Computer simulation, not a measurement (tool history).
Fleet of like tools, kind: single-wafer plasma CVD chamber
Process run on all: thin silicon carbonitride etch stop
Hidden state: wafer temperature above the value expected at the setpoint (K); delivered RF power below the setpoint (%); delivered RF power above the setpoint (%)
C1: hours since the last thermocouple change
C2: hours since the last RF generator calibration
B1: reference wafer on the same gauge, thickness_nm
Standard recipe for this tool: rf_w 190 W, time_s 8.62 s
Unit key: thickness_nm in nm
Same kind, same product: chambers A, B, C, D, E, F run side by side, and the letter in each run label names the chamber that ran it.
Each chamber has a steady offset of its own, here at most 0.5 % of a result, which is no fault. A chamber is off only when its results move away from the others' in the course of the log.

{"run": "1E", "hour": 9.8, "rf_w": 190, "time_s": 8.62, "C1": 854.1, "C2": 1900.2, "B1": 5.1998, "thickness_nm": 4.8359}
{"run": "2D", "hour": 20.5, "rf_w": 190, "time_s": 8.62, "C1": 827.5, "C2": 1929.4, "B1": 5.1987, "thickness_nm": 4.8445}
{"hour": 25.9, "done": "chamber D: RF generator calibrated"}
{"run": "3A", "hour": 34.1, "rf_w": 190, "time_s": 8.62, "C1": 258.6, "C2": 218.1, "B1": 5.197, "thickness_nm": 4.8503}
{"run": "4C", "hour": 47.3, "rf_w": 190, "time_s": 8.62, "C1": 91.3, "C2": 696.8, "B1": 5.1959, "thickness_nm": 4.8137}
{"run": "5B", "hour": 54.0, "rf_w": 190, "time_s": 8.62, "C1": 1672.9, "C2": 1001.3, "B1": 5.1979, "thickness_nm": 4.8461}
{"run": "6F", "hour": 64.6, "rf_w": 190, "time_s": 8.62, "C1": 1333.3, "C2": 305.6, "B1": 5.1989, "thickness_nm": 4.8365}
{"run": "7C", "hour": 77.0, "rf_w": 190, "time_s": 8.62, "C1": 121, "C2": 726.5, "B1": 5.1935, "thickness_nm": 4.8023}
{"run": "8D", "hour": 90.7, "rf_w": 190, "time_s": 8.62, "C1": 897.7, "C2": 64.8, "B1": 5.1964, "thickness_nm": 4.842}
{"run": "9E", "hour": 105.4, "rf_w": 190, "time_s": 8.62, "C1": 949.7, "C2": 1995.8, "B1": 5.194, "thickness_nm": 4.8202}
{"run": "10B", "hour": 113.1, "rf_w": 190, "time_s": 8.62, "C1": 1732, "C2": 1060.4, "B1": 5.1919, "thickness_nm": 4.837}
{"run": "11A", "hour": 120.2, "rf_w": 190, "time_s": 8.62, "C1": 344.7, "C2": 304.2, "B1": 5.1917, "thickness_nm": 4.8406}
{"run": "12F", "hour": 134.4, "rf_w": 190, "time_s": 8.62, "C1": 1403.1, "C2": 375.4, "B1": 5.1913, "thickness_nm": 4.8276}
{"run": "13F", "hour": 145.2, "rf_w": 165, "time_s": 7.83, "C1": 1413.9, "C2": 386.2, "B1": 5.1893, "thickness_nm": 4.2098}
{"run": "14B", "hour": 152.5, "rf_w": 165, "time_s": 7.83, "C1": 1771.4, "C2": 1099.8, "B1": 5.1892, "thickness_nm": 4.2047}
{"run": "15D", "hour": 163.3, "rf_w": 165, "time_s": 7.83, "C1": 970.3, "C2": 137.4, "B1": 5.1896, "thickness_nm": 4.2045}
{"run": "16E", "hour": 173.2, "rf_w": 165, "time_s": 7.83, "C1": 1017.5, "C2": 2063.6, "B1": 5.1905, "thickness_nm": 4.1945}
{"run": "17A", "hour": 181.6, "rf_w": 165, "time_s": 7.83, "C1": 406.1, "C2": 365.6, "B1": 5.1873, "thickness_nm": 4.2114}
{"hour": 185.7, "done": "chamber C: RF generator calibrated"}
{"run": "18C", "hour": 192.1, "rf_w": 165, "time_s": 7.83, "C1": 236.1, "C2": 6.4, "B1": 5.1874, "thickness_nm": 4.1726}
{"run": "19A", "hour": 203.7, "rf_w": 190, "time_s": 8.62, "C1": 428.2, "C2": 387.7, "B1": 5.1875, "thickness_nm": 4.8188}
{"run": "20F", "hour": 218.3, "rf_w": 190, "time_s": 8.62, "C1": 1487, "C2": 459.3, "B1": 5.1863, "thickness_nm": 4.8404}
{"run": "21D", "hour": 233.1, "rf_w": 190, "time_s": 8.62, "C1": 1040.1, "C2": 207.2, "B1": 5.1856, "thickness_nm": 4.8288}
{"run": "22B", "hour": 244.7, "rf_w": 190, "time_s": 8.62, "C1": 1863.6, "C2": 1192, "B1": 5.1843, "thickness_nm": 4.8368}
{"run": "23C", "hour": 256.4, "rf_w": 190, "time_s": 8.62, "C1": 300.4, "C2": 70.7, "B1": 5.1833, "thickness_nm": 4.7966}
{"hour": 263.8, "done": "chamber B: thermocouple changed; heater temperature recalibrated"}
{"run": "24E", "hour": 264.0, "rf_w": 190, "time_s": 8.62, "C1": 1108.3, "C2": 2154.4, "B1": 5.1826, "thickness_nm": 4.8198}
{"run": "25D", "hour": 273.7, "rf_w": 190, "time_s": 8.62, "C1": 1080.7, "C2": 247.8, "B1": 5.1809, "thickness_nm": 4.8261}
{"run": "26A", "hour": 280.5, "rf_w": 190, "time_s": 8.62, "C1": 505, "C2": 464.5, "B1": 5.1816, "thickness_nm": 4.8177}
{"run": "27E", "hour": 287.3, "rf_w": 190, "time_s": 8.62, "C1": 1131.6, "C2": 2177.7, "B1": 5.1827, "thickness_nm": 4.8173}
{"run": "28B", "hour": 301.6, "rf_w": 190, "time_s": 8.62, "C1": 37.9, "C2": 1248.9, "B1": 5.181, "thickness_nm": 4.8276}
{"hour": 310.2, "done": "chamber F: thermocouple changed; heater temperature recalibrated"}
{"run": "29F", "hour": 311.4, "rf_w": 190, "time_s": 8.62, "C1": 1.3, "C2": 552.4, "B1": 5.1788, "thickness_nm": 4.8265}
{"run": "30C", "hour": 319.4, "rf_w": 190, "time_s": 8.62, "C1": 363.4, "C2": 133.7, "B1": 5.1794, "thickness_nm": 4.7837}
{"run": "31F", "hour": 328.9, "rf_w": 190, "time_s": 8.62, "C1": 18.8, "C2": 569.9, "B1": 5.1772, "thickness_nm": 4.8377}
{"run": "32A", "hour": 338.4, "rf_w": 210, "time_s": 9.54, "C1": 562.9, "C2": 522.4, "B1": 5.1776, "thickness_nm": 5.4951}
{"run": "33D", "hour": 352.0, "rf_w": 210, "time_s": 9.54, "C1": 1159, "C2": 326.1, "B1": 5.1766, "thickness_nm": 5.4963}
{"run": "34E", "hour": 364.6, "rf_w": 210, "time_s": 9.54, "C1": 1208.9, "C2": 2255, "B1": 5.1763, "thickness_nm": 5.4803}
{"hour": 369.0, "done": "chamber D: thermocouple changed; heater temperature recalibrated"}
{"run": "35C", "hour": 374.9, "rf_w": 210, "time_s": 9.54, "C1": 418.9, "C2": 189.2, "B1": 5.1764, "thickness_nm": 5.4718}
{"run": "36B", "hour": 381.7, "rf_w": 210, "time_s": 9.54, "C1": 118, "C2": 1329, "B1": 5.1761, "thickness_nm": 5.5121}
{"run": "37D", "hour": 388.5, "rf_w": 210, "time_s": 9.54, "C1": 19.5, "C2": 362.6, "B1": 5.1746, "thickness_nm": 5.4902}
{"run": "38A", "hour": 402.5, "rf_w": 225, "time_s": 10.01, "C1": 627, "C2": 586.5, "B1": 5.1751, "thickness_nm": 5.8797}
{"run": "39E", "hour": 412.1, "rf_w": 225, "time_s": 10.01, "C1": 1256.4, "C2": 2302.5, "B1": 5.1725, "thickness_nm": 5.8793}
{"run": "40C", "hour": 424.9, "rf_w": 225, "time_s": 10.01, "C1": 468.9, "C2": 239.2, "B1": 5.1724, "thickness_nm": 5.8479}
{"run": "41F", "hour": 433.4, "rf_w": 225, "time_s": 10.01, "C1": 123.3, "C2": 674.4, "B1": 5.1712, "thickness_nm": 5.8821}
{"run": "42B", "hour": 446.1, "rf_w": 225, "time_s": 10.01, "C1": 182.4, "C2": 1393.4, "B1": 5.1708, "thickness_nm": 5.9004}

One chamber off, gauge drift, or nothing amiss beyond the chambers' own small offsets? If it is a chamber, which one, and what is the likeliest cause?

The gauge drifts, so all chambers seem to drift together. No chamber is off.
Most likely cause: gauge reads low (%) = 0.565.
